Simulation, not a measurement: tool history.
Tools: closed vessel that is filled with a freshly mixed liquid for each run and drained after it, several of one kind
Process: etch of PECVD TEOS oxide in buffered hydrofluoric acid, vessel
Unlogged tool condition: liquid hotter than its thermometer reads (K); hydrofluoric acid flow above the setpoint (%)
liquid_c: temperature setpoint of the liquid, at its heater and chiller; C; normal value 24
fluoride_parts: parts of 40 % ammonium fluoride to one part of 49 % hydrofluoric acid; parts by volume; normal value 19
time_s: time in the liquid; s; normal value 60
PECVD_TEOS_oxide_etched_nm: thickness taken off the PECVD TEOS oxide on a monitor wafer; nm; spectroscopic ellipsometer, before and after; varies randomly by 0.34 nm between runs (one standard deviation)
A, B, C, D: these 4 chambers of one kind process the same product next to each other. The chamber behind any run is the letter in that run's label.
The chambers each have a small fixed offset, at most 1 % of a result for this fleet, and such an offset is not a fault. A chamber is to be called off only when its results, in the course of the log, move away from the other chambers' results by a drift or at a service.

run    day  liquid_c  fluoride_parts  time_s  hours since the thermometer was replaced  hours since the hydrofluoric acid flow meter was replaced  read-back film thickness of the PECVD TEOS oxide reference wafer, read on the same gauge (nm)  PECVD_TEOS_oxide_etched_nm
 1B  0.296        24              19      60                                      57.6                                                      431.7                                                                                         110.01                      82.433
 2A    0.5        24              19      60                                     319.3                                                      878.9                                                                                            110                      81.354
 3C  0.779        24              19      60                                    2005.3                                                      497.4                                                                                         110.01                      81.453
 4D  1.079        24              19      60                                     189.7                                                      861.1                                                                                         110.01                      81.717
 5A  1.338        24              19      60                                     339.4                                                        899                                                                                         110.02                      81.336
 6C  1.583        24              19      60                                    2024.6                                                      516.7                                                                                            110                      81.125
 7B  1.921        24              19      60                                      96.6                                                      470.7                                                                                         110.02                      82.383
 8D  2.246        24              19      60                                     217.7                                                      889.1                                                                                         110.01                       81.45
 9A  2.417        24              19      60                                     365.3                                                      924.9                                                                                         109.99                      82.109
10C  2.621        24              19      60                                    2049.5                                                      541.6                                                                                         110.04                      81.443
11B  2.879        24              19      60                                     119.6                                                      493.7                                                                                         110.02                      82.254
12D  3.079        24              19      60                                     237.7                                                      909.1                                                                                         109.97                          82
13D  3.275        24              19      60                                     242.4                                                      913.8                                                                                         110.02                      81.428
14A  3.471        24              19      60                                     390.6                                                      950.2                                                                                         109.99                      81.954
     3.767  -- chamber B: hydrofluoric acid flow meter replaced
15B  3.817        24              19      60                                     142.1                                                        1.3                                                                                         109.94                       82.03
16C  4.133        24              19      60                                    2085.8                                                      577.9                                                                                            110                      81.113
17C  4.442        24              19      60                                    2093.2                                                      585.3                                                                                         109.97                      80.294
     4.638  -- chamber C: hydrofluoric acid flow meter replaced
18A  4.758        24              19      60                                     421.5                                                      981.1                                                                                         109.99                      83.179
19D   4.95        24              19      60                                     282.6                                                        954                                                                                         109.98                      81.445
20B  5.112        24              19      60                                     173.2                                                       32.4                                                                                         109.99                      82.118
21A  5.367        24              19      60                                     436.1                                                      995.7                                                                                         110.02                      82.929
22B   5.55        27            25.5      60                                     183.7                                                       42.9                                                                                            110                      77.568
23D  5.904        27            25.5      60                                     305.5                                                      976.9                                                                                         110.01                       76.81
24C  6.175        27            25.5      60                                    2134.8                                                       36.9                                                                                         110.03                      76.823

One chamber off, gauge drift, or nothing amiss beyond the chambers' own small offsets? If it is a chamber, which one, and what is the likeliest cause?

It is chamber A that slowly wanders off from its peers.
Likeliest cause: liquid hotter than its thermometer reads (K) = 0.512.
From this log alone, it may not be told apart from: hydrofluoric acid flow above the setpoint (%).

Below are 4 candidate recipes for chamber A's next run, each the usual settings with a change, their results shown as question marks. Which of them brings A's results back in line with what the other chambers give on the usual settings?
In line here means within this much of the mean the other chambers give on the usual settings: PECVD_TEOS_oxide_etched_nm 1.2 nm
25A-1  6.438        24            19.5      60                                                                                                                                                                                                                               ?
25A-2  6.438        25              19      60                                                                                                                                                                                                                               ?
25A-3  6.438        23              19      60                                                                                                                                                                                                                               ?
25A-4  6.438        24            18.5      60                                                                                                                                                                                                                               ?

Mean of the other chambers on the usual settings: PECVD_TEOS_oxide_etched_nm 81.419 nm
  run  PECVD_TEOS_oxide_etched_nm
25A-1                      81.505
25A-2                      88.258
25A-3                      79.137
25A-4                       85.78
25A-1 brings the chamber back in line.
